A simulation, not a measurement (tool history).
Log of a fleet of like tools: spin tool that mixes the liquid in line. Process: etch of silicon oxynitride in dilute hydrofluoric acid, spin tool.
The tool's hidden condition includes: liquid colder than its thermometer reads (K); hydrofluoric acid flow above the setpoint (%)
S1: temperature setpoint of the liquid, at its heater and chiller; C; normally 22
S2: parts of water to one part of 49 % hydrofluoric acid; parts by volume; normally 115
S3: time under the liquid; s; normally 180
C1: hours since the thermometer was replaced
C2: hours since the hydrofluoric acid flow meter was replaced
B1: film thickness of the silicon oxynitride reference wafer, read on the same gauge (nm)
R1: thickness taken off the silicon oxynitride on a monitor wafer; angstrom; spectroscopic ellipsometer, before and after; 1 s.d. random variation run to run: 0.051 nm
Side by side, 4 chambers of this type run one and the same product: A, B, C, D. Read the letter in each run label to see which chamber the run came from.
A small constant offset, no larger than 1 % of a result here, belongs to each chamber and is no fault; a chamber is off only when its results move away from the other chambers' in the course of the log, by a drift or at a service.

run,hour,S1,S2,S3,C1,C2,B1,R1
1B,6.2,22,115,180,653.7,536.6,49.979,50.808
2C,10.4,22,115,180,2352.1,508.8,49.984,51.457
3D,17.2,22,115,180,447.7,699.9,50.022,51.621
4A,23.4,22,115,180,1148.2,391.2,49.958,50.499
5D,27.9,22,115,180,458.4,710.6,49.984,50.808
6C,35.6,22,115,180,2377.3,534,49.978,50.385
7A,43.6,22,115,180,1168.4,411.4,49.982,51.346
8B,52.1,22,115,180,699.6,582.5,50.007,52.007
9C,59.6,22,115,180,2401.3,558,49.976,50.529
10A,66.3,22,115,180,1191.1,434.1,50.014,50.144
11B,75.2,22,115,180,722.7,605.6,50.011,51.714
12D,79.1,22,115,180,509.6,761.8,50.004,51.502
13B,86.4,22,115,180,733.9,616.8,50.002,50.591
14A,95.1,22,115,180,1219.9,462.9,49.977,50.385
15D,103.6,22,115,180,534.1,786.3,49.999,51.119
16C,111.4,22,115,180,2453.1,609.8,49.986,50.981
# hour 112.8: chamber C: thermometer replaced
17B,115.9,22,115,180,763.4,646.3,49.991,51.993
18D,120.2,22,115,180,550.7,802.9,50.018,50.848
19C,124.6,22,115,180,11.9,623,50.035,51.313
20A,130.2,20,115,180,1255,498,49.956,46.797
21D,136.5,20,115,180,567,819.2,50,45.66
22A,141,20,115,180,1265.8,508.8,50.01,45.435
23B,149.7,20,115,180,797.2,680.1,50.015,47.112
24C,158,22,115,180,45.3,656.4,49.995,50.393

All chambers now run identical settings, listed one chamber a line with results as question marks. What results will each chamber show?
25A,164.4,17,115,180,,,,?
25B,164.4,17,115,180,,,,?
25C,164.4,17,115,180,,,,?
25D,164.4,17,115,180,,,,?

run,R1
25A,40.235
25B,40.119
25C,40.493
25D,39.521
